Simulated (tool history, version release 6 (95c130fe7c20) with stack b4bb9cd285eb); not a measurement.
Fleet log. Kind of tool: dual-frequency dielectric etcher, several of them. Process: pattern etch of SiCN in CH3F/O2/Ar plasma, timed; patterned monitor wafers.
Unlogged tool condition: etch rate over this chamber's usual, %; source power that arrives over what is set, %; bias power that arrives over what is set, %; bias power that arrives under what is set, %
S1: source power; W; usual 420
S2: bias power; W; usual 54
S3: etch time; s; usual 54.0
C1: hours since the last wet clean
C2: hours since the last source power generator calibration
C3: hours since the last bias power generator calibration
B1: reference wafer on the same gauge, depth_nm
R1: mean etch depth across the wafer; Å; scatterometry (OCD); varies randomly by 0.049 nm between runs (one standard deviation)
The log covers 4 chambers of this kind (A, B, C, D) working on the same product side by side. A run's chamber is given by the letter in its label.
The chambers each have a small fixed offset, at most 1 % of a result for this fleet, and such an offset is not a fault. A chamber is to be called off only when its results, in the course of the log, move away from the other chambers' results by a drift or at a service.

run	hour	S1	S2	S3	C1	C2	C3	B1	R1
1A	5.9	420	54	54.0	250.3	1134.3	178.9	18.687	186.68
2D	11.7	420	54	54.0	303.8	3783.2	1147.2	18.700	188.57
3B	17.1	420	54	54.0	83.3	1399.4	2734.0	18.693	187.64
4C	25.2	420	54	54.0	435.3	2642.6	579.8	18.687	187.59
5D	35.9	420	54	54.0	328.0	3807.4	1171.4	18.701	189.79
6A	42.8	420	54	54.0	287.2	1171.2	215.8	18.702	186.43
7C	52.2	420	54	54.0	462.3	2669.6	606.8	18.709	187.75
8B	61.0	420	54	54.0	127.2	1443.3	2777.9	18.696	187.14
9D	70.6	420	54	54.0	362.7	3842.1	1206.1	18.709	188.21
# hour 73.2: chamber D: wet clean of the chamber
10B	76.6	320	54	45.5	142.8	1458.9	2793.5	18.713	143.15
11A	87.1	320	54	45.5	331.5	1215.5	260.1	18.707	141.87
# hour 88.8: chamber B: bias power generator calibrated
12C	94.3	320	54	45.5	504.4	2711.7	648.9	18.705	142.75
13C	101.1	320	54	45.5	511.2	2718.5	655.7	18.697	141.62
14D	109.3	420	54	54.0	36.2	3880.8	1244.8	18.695	195.93
15A	118.0	420	54	54.0	362.4	1246.4	291.0	18.698	186.45
16B	128.9	420	54	54.0	195.1	1511.2	40.1	18.698	187.12
17A	137.8	420	54	54.0	382.2	1266.2	310.8	18.704	186.73
18B	143.8	420	54	54.0	210.0	1526.1	55.0	18.701	187.43
19C	154.3	420	54	54.0	564.4	2771.7	708.9	18.689	186.79
20D	161.8	420	54	54.0	88.7	3933.3	1297.3	18.698	195.79
21B	171.9	420	54	54.0	238.1	1554.2	83.1	18.703	187.21
22D	179.3	420	54	54.0	106.2	3950.8	1314.8	18.699	196.14
23C	187.2	420	54	54.0	597.3	2804.6	741.8	18.703	188.45
24A	194.6	420	54	54.0	439.0	1323.0	367.6	18.691	187.36

All chambers now run identical settings, listed one chamber a line with results as question marks. What results will each chamber show?
25A	203.0	420	46	54.0					?
25B	203.0	420	46	54.0					?
25C	203.0	420	46	54.0					?
25D	203.0	420	46	54.0					?

run	R1
25A	177.36
25B	177.90
25C	178.43
25D	186.16

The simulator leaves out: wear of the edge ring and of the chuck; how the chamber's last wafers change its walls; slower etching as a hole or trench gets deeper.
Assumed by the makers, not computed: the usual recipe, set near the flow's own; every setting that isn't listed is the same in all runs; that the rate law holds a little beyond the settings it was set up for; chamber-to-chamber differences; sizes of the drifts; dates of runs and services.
